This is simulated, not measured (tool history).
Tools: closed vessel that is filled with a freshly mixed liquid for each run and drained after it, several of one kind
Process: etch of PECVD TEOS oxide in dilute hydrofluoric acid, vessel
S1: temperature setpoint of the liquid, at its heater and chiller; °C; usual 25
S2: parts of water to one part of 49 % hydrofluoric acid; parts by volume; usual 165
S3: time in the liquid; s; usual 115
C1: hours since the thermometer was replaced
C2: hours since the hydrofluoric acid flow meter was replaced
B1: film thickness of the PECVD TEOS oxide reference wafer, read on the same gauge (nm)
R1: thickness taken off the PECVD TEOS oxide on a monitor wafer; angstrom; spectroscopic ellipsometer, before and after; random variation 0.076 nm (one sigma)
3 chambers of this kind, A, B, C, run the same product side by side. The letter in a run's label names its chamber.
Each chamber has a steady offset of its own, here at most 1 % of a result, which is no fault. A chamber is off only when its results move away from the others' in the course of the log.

| run | hour | S1 | S2 | S3 | C1 | C2 | B1 | R1 |
|---|---|---|---|---|---|---|---|---|
| 1C | 9.7 | 25 | 165 | 115 | 1771.2 | 1499.4 | 149.99 | 83.057 |
| 2A | 15 | 25 | 165 | 115 | 619.9 | 324.5 | 149.98 | 85.45 |
| 3B | 20.7 | 25 | 165 | 115 | 705.7 | 922.8 | 150.03 | 84.076 |
| 4B | 28.5 | 25 | 165 | 115 | 713.5 | 930.6 | 149.98 | 83.222 |
| 5A | 37 | 25 | 165 | 115 | 641.9 | 346.5 | 150.02 | 84.311 |
| 6C | 44.6 | 25 | 165 | 115 | 1806.1 | 1534.3 | 149.99 | 84.157 |
| 7A | 50.4 | 25 | 135 | 115 | 655.3 | 359.9 | 150 | 109.83 |
| 8B | 59.9 | 25 | 135 | 115 | 744.9 | 962 | 149.99 | 104.32 |
| 9C | 69.6 | 25 | 135 | 115 | 1831.1 | 1559.3 | 150.02 | 106.75 |
| 10B | 78.9 | 25 | 165 | 115 | 763.9 | 981 | 149.98 | 84.417 |
| 11C | 87.8 | 25 | 165 | 115 | 1849.3 | 1577.5 | 149.97 | 84.058 |
| 12A | 95.4 | 25 | 165 | 115 | 700.3 | 404.9 | 149.97 | 83.742 |
| 13A | 105 | 25 | 165 | 115 | 709.9 | 414.5 | 149.98 | 83.885 |
| 14B | 114.3 | 25 | 165 | 80 | 799.3 | 1016.4 | 149.99 | 58.016 |
| 15C | 124.2 | 25 | 165 | 80 | 1885.7 | 1613.9 | 150.01 | 58.085 |
| 16C | 129.8 | 25 | 165 | 80 | 1891.3 | 1619.5 | 149.99 | 58.259 |
|  | 131.5 | chamber B: hydrofluoric acid flow meter replaced |
| 17B | 136.4 | 25 | 165 | 115 | 821.4 | 5 | 150 | 84.998 |
| 18A | 143.6 | 20 | 130 | 115 | 748.5 | 453.1 | 149.98 | 89.578 |
| 19A | 153.2 | 20 | 130 | 115 | 758.1 | 462.7 | 150.01 | 90.138 |
| 20C | 163.6 | 20 | 130 | 115 | 1925.1 | 1653.3 | 150.01 | 91.143 |
| 21B | 171.2 | 25 | 165 | 115 | 856.2 | 39.8 | 149.99 | 83.647 |
| 22C | 181.4 | 25 | 165 | 115 | 1942.9 | 1671.1 | 150.02 | 83.701 |
|  | 182.7 | chamber C: thermometer replaced |
| 23A | 189.2 | 25 | 165 | 115 | 794.1 | 498.7 | 149.98 | 80.765 |
| 24B | 197.2 | 25 | 165 | 115 | 882.2 | 65.8 | 150 | 85.873 |
| 25C | 205.6 | 25 | 165 | 115 | 22.9 | 1695.3 | 149.96 | 84.335 |
| 26B | 215.3 | 25 | 165 | 115 | 900.3 | 83.9 | 150 | 83.664 |
| 27A | 224.3 | 25 | 215 | 180 | 829.2 | 533.8 | 150 | 89.488 |
| 28A | 229.5 | 25 | 215 | 180 | 834.4 | 539 | 149.99 | 90.532 |
| 29C | 238 | 25 | 215 | 180 | 55.3 | 1727.7 | 150 | 96.15 |
| 30B | 246.4 | 25 | 165 | 115 | 931.4 | 115 | 150 | 84.067 |
| 31B | 254.6 | 25 | 165 | 115 | 939.6 | 123.2 | 150.02 | 82.492 |
| 32A | 263.2 | 25 | 165 | 115 | 868.1 | 572.7 | 150.01 | 78.82 |
|  | 267.5 | chamber C: hydrofluoric acid flow meter replaced |
| 33C | 269.4 | 25 | 165 | 115 | 86.7 | 1.9 | 149.98 | 84.012 |
| 34B | 277.8 | 25 | 165 | 115 | 962.8 | 146.4 | 149.99 | 83.804 |
| 35A | 286.2 | 25 | 165 | 115 | 891.1 | 595.7 | 150 | 77.799 |
| 36C | 295.7 | 25 | 165 | 115 | 113 | 28.2 | 150 | 84.218 |
| 37B | 303.6 | 20 | 215 | 115 | 988.6 | 172.2 | 150 | 50.1 |

All 3 chambers run these settings next. Forecast each chamber's results:
| 38A | 311.1 | 25 | 165 | 115 |  |  |  | ? |
| 38B | 311.1 | 25 | 165 | 115 |  |  |  | ? |
| 38C | 311.1 | 25 | 165 | 115 |  |  |  | ? |

| run | R1 |
|---|---|
| 38A | 78.503 |
| 38B | 83.075 |
| 38C | 84.359 |
